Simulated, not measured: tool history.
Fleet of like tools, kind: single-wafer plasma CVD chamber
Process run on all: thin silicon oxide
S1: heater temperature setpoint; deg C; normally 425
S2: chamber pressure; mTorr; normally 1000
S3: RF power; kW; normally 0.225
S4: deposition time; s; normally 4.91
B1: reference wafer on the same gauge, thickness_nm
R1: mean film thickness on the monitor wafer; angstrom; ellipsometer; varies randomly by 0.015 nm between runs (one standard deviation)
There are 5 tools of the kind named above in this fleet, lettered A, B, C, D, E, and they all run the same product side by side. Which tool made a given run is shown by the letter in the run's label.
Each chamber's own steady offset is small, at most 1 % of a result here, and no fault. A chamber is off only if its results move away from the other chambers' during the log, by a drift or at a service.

run 1D hour=5.1 | S1=425 S2=1000 S3=0.225 S4=4.91 | B1=11.011 | R1=94.894
run 2E hour=11.6 | S1=425 S2=1000 S3=0.225 S4=4.91 | B1=11.01 | R1=94.542
run 3C hour=18.1 | S1=425 S2=1000 S3=0.225 S4=4.91 | B1=11.01 | R1=93.921
run 4B hour=23.5 | S1=425 S2=1000 S3=0.225 S4=4.91 | B1=11.001 | R1=93.781
run 5A hour=31.2 | S1=425 S2=1000 S3=0.225 S4=4.91 | B1=11.003 | R1=95.176
run 6D hour=38.1 | S1=425 S2=1000 S3=0.225 S4=4.91 | B1=10.997 | R1=94.599
run 7A hour=45.1 | S1=425 S2=1000 S3=0.225 S4=4.91 | B1=10.999 | R1=95.068
-- hour=46.7 chamber E: RF generator calibrated
run 8C hour=55.4 | S1=425 S2=1000 S3=0.225 S4=4.91 | B1=10.996 | R1=93.927
run 9E hour=60.8 | S1=425 S2=800 S3=0.225 S4=5.82 | B1=10.994 | R1=92.343
run 10B hour=68.6 | S1=425 S2=800 S3=0.225 S4=5.82 | B1=10.995 | R1=91.824
run 11B hour=76.9 | S1=425 S2=800 S3=0.225 S4=5.82 | B1=10.992 | R1=91.989
run 12C hour=87.2 | S1=425 S2=800 S3=0.225 S4=5.82 | B1=10.994 | R1=92.002
-- hour=87.4 chamber C: thermocouple changed; heater temperature recalibrated
run 13E hour=95.8 | S1=425 S2=800 S3=0.225 S4=5.82 | B1=10.988 | R1=92.258
-- hour=102.9 chamber B: RF generator calibrated
run 14A hour=106 | S1=425 S2=1000 S3=0.225 S4=4.91 | B1=10.985 | R1=95.06
-- hour=113 chamber A: RF generator calibrated
run 15D hour=116 | S1=425 S2=1000 S3=0.225 S4=4.91 | B1=10.982 | R1=94.293
run 16E hour=123 | S1=425 S2=1000 S3=0.225 S4=4.91 | B1=10.984 | R1=94.349
run 17D hour=130 | S1=425 S2=1000 S3=0.225 S4=4.91 | B1=10.981 | R1=94.401
run 18C hour=136.6 | S1=425 S2=1000 S3=0.225 S4=4.91 | B1=10.975 | R1=93.791
run 19B hour=143.9 | S1=425 S2=1000 S3=0.225 S4=4.91 | B1=10.977 | R1=93.869
run 20A hour=149.7 | S1=425 S2=1000 S3=0.225 S4=4.91 | B1=10.976 | R1=95.043
run 21C hour=154.7 | S1=425 S2=1000 S3=0.225 S4=4.91 | B1=10.974 | R1=93.654
run 22D hour=162.5 | S1=425 S2=1000 S3=0.225 S4=5.77 | B1=10.975 | R1=110.65
-- hour=163.9 chamber D: thermocouple changed; heater temperature recalibrated
run 23B hour=171.6 | S1=425 S2=1000 S3=0.225 S4=5.77 | B1=10.972 | R1=109.62
run 24A hour=178.7 | S1=425 S2=1000 S3=0.225 S4=5.77 | B1=10.971 | R1=111.66
run 25E hour=186.9 | S1=425 S2=1000 S3=0.225 S4=5.77 | B1=10.97 | R1=110.76
run 26E hour=194.9 | S1=425 S2=1000 S3=0.225 S4=5.77 | B1=10.968 | R1=110.77
run 27A hour=200.6 | S1=425 S2=1210 S3=0.185 S4=4.91 | B1=10.964 | R1=97.224
-- hour=205 chamber C: RF generator calibrated
run 28D hour=210.1 | S1=425 S2=1210 S3=0.185 S4=4.91 | B1=10.966 | R1=97.485
run 29C hour=216.8 | S1=425 S2=1210 S3=0.185 S4=4.91 | B1=10.964 | R1=96.539
run 30B hour=224.3 | S1=425 S2=1210 S3=0.185 S4=4.91 | B1=10.96 | R1=96.308
-- hour=228.1 chamber D: RF generator calibrated
run 31B hour=228.7 | S1=425 S2=1210 S3=0.185 S4=4.91 | B1=10.961 | R1=96.104
run 32A hour=236.8 | S1=425 S2=1000 S3=0.225 S4=4.91 | B1=10.957 | R1=94.668
run 33C hour=243.4 | S1=425 S2=1000 S3=0.225 S4=4.91 | B1=10.957 | R1=93.556
run 34D hour=249.8 | S1=425 S2=1000 S3=0.185 S4=4.2 | B1=10.956 | R1=73.514
-- hour=253.6 chamber A: capacitance manometer re-zeroed and calibrated
run 35E hour=260.1 | S1=425 S2=1000 S3=0.185 S4=4.2 | B1=10.957 | R1=73.582
run 36E hour=267.5 | S1=425 S2=1000 S3=0.185 S4=4.2 | B1=10.957 | R1=73.347
run 37B hour=277.8 | S1=425 S2=1000 S3=0.185 S4=4.2 | B1=10.951 | R1=72.483
run 38C hour=287.4 | S1=425 S2=1000 S3=0.185 S4=4.2 | B1=10.946 | R1=72.878
run 39A hour=296.7 | S1=425 S2=1000 S3=0.225 S4=4.91 | B1=10.944 | R1=94.338
run 40D hour=301.2 | S1=425 S2=1000 S3=0.225 S4=4.91 | B1=10.951 | R1=93.902
run 41C hour=305.6 | S1=425 S2=1000 S3=0.225 S4=4.91 | B1=10.946 | R1=93.448
run 42D hour=314 | S1=425 S2=1000 S3=0.225 S4=4.91 | B1=10.943 | R1=94.014
run 43E hour=319.5 | S1=413 S2=1000 S3=0.225 S4=4.91 | B1=10.938 | R1=94.911

Which is it: a chamber that has drifted or been left off by a service, a gauge drift common to all chambers, or only each chamber's usual small offset? If a chamber is off, name it and its likeliest cause.

None of the chambers is off. What moves is the gauge, dragging all their readings along together.
Likeliest cause: gauge reads low (%) = 0.654.
